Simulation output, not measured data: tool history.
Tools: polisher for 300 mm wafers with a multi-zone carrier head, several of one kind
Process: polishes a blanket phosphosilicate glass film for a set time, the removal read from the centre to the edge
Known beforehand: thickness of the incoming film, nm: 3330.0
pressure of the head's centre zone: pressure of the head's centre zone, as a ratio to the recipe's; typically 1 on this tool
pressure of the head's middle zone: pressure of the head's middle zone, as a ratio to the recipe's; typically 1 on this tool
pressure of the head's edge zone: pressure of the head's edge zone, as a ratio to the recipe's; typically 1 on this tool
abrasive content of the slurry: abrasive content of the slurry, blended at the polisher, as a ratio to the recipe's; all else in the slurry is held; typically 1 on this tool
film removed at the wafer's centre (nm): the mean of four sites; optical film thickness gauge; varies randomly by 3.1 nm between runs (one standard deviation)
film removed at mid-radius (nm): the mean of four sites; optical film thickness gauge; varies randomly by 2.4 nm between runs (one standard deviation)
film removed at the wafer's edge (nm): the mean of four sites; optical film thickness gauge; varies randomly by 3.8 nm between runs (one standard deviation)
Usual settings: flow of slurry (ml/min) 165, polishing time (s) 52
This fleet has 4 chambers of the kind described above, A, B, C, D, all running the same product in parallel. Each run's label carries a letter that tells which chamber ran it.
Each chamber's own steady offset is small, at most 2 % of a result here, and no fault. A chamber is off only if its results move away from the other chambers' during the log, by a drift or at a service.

run	hour	flow of slurry (ml/min)	pressure of the head's centre zone	pressure of the head's middle zone	pressure of the head's edge zone	abrasive content of the slurry	polishing time (s)	film removed at the wafer's centre (nm)	film removed at mid-radius (nm)	film removed at the wafer's edge (nm)
# hour 3.1: chamber D: worn pad replaced by a new one
# hour 5.4: chamber C: worn pad replaced by a new one
1D	9.9	165	1	1	1	1	52	399.59	396.06	396.62
2B	18.4	165	1	1	1	1	52	393.85	389.07	389.35
3C	31.3	165	1	1	1	1	52	395.86	396.83	388.1
4A	43.7	165	1	1	1	1	52	397.76	399.94	398.86
5D	52.4	165	1	1	1	1	52	396.22	394.23	398.42
# hour 53.8: chamber B: worn pad replaced by a new one
# hour 59.1: chamber A: worn pad replaced by a new one
6C	61.5	165	1.07	1	1	1.1	52	449.41	413.73	405.5
7A	73.1	165	1.07	1	1	1.1	52	436.73	418.12	415.19
8B	81.1	165	1.07	1	1	1.1	52	438.39	407.65	410.86
# hour 87.6: chamber D: slurry nozzle cleaned
9D	88.3	165	1.07	1	1	1.1	52	440.13	413.33	419.81
# hour 94.7: chamber D: centre zone pressure recalibrated
# hour 96.5: chamber B: edge zone pressure recalibrated
# hour 97.4: chamber D: worn pad replaced by a new one
10A	98.1	165	1	1	1	1	52	391.6	400.54	396.83
# hour 102.2: chamber C: worn pad replaced by a new one
11C	105.2	165	1	1	1	1	52	402.99	399.1	397.17
12B	114.1	165	1	1	1	1	52	389.62	395.24	393.49
13C	124.3	130	1	1	1	1.15	52	398.29	402.37	399.35
14D	132.5	130	1	1	1	1.15	52	397.78	399.46	401.09
# hour 138.5: chamber C: slurry nozzle cleaned
15A	140.4	130	1	1	1	1.15	52	388.69	408.27	411.39
# hour 145: chamber B: worn pad replaced by a new one
16B	149.6	130	1	1	1	1.15	52	396.8	397	409.63
17B	158.6	165	1	1	1	1	52	393.91	393.27	386.18
18A	166	135	1	1	1.1	1	52	371.81	386.8	409.76
19C	174.8	135	1	1	1.1	1	52	378.92	379.82	398.16
# hour 182.3: chamber C: worn pad replaced by a new one
20D	187.1	135	1	1	1.1	1	52	376.76	384.25	401.89
# hour 191.5: chamber D: worn pad replaced by a new one
21D	197.4	135	1	1	1.1	1	52	373.46	382.69	407.2
# hour 204.5: chamber A: worn pad replaced by a new one
22A	207	165	1	1	1	1	52	389.81	398.59	395.06
23C	213.6	165	1	1	1	1	52	404.4	400.65	397.08
# hour 215.7: chamber A: slurry nozzle cleaned
24B	220.8	165	1	1	1	1	52	395.59	391.4	390.32
25C	227.3	165	1	1	1	1	52	399.52	395.15	397.55
26A	235.1	165	1	1	1	1	52	392.74	400.23	402.73
27B	244.3	165	1	1	1.1	1	62	463.05	466.17	496.17
# hour 251.7: chamber B: worn pad replaced by a new one
28D	255.5	165	1	1	1.1	1	62	476.28	470.9	493.44
# hour 261.6: chamber B: slurry nozzle cleaned
29C	267.2	165	1	1	1.1	1	62	481.58	470.44	491.08
30A	275.8	165	1	1	1.1	1	62	467.58	472.26	495.64
# hour 282.2: chamber C: worn pad replaced by a new one
31D	284.5	165	1	1	1	1	52	395.83	400.76	396.72
32B	294.6	165	1	1	1	1	52	386.64	391.91	394.64
# hour 299: chamber D: worn pad replaced by a new one
# hour 299.7: chamber A: edge zone pressure recalibrated
33C	306	165	1	1	1	1	52	401.14	395.02	391.91
34A	313.6	165	1	1	1	1	52	387.61	402.84	394.28
35D	320.1	165	1	1	1	1	52	402.78	398.2	395.81
36B	327.4	165	1	1	1	1	52	394.67	392.01	387.83
37A	339	165	1	1	1	1	52	391.41	401.11	393.73
# hour 342: chamber B: worn pad replaced by a new one
38C	351.3	165	1	1	1	1	52	401.94	395.32	389.04
39D	360	165	0.9	1	1.08	1	52	353.27	395.54	408.3
40B	370.4	165	0.9	1	1.08	1	52	346.2	394.86	410.46
41B	376.1	165	0.9	1	1.08	1	52	348.61	391.13	411.02

Next, all 4 chambers run the settings below, one line each with question marks for the results. What does each chamber give?
42A	385.7	165	1	1	1	1	40	?	?	?
42B	385.7	165	1	1	1	1	40	?	?	?
42C	385.7	165	1	1	1	1	40	?	?	?
42D	385.7	165	1	1	1	1	40	?	?	?

run	film removed at the wafer's centre (nm)	film removed at mid-radius (nm)	film removed at the wafer's edge (nm)
42A	301.14	311.55	304.35
42B	301.33	301.41	305.35
42C	310.88	307.37	302.32
42D	303.18	304.6	299.28

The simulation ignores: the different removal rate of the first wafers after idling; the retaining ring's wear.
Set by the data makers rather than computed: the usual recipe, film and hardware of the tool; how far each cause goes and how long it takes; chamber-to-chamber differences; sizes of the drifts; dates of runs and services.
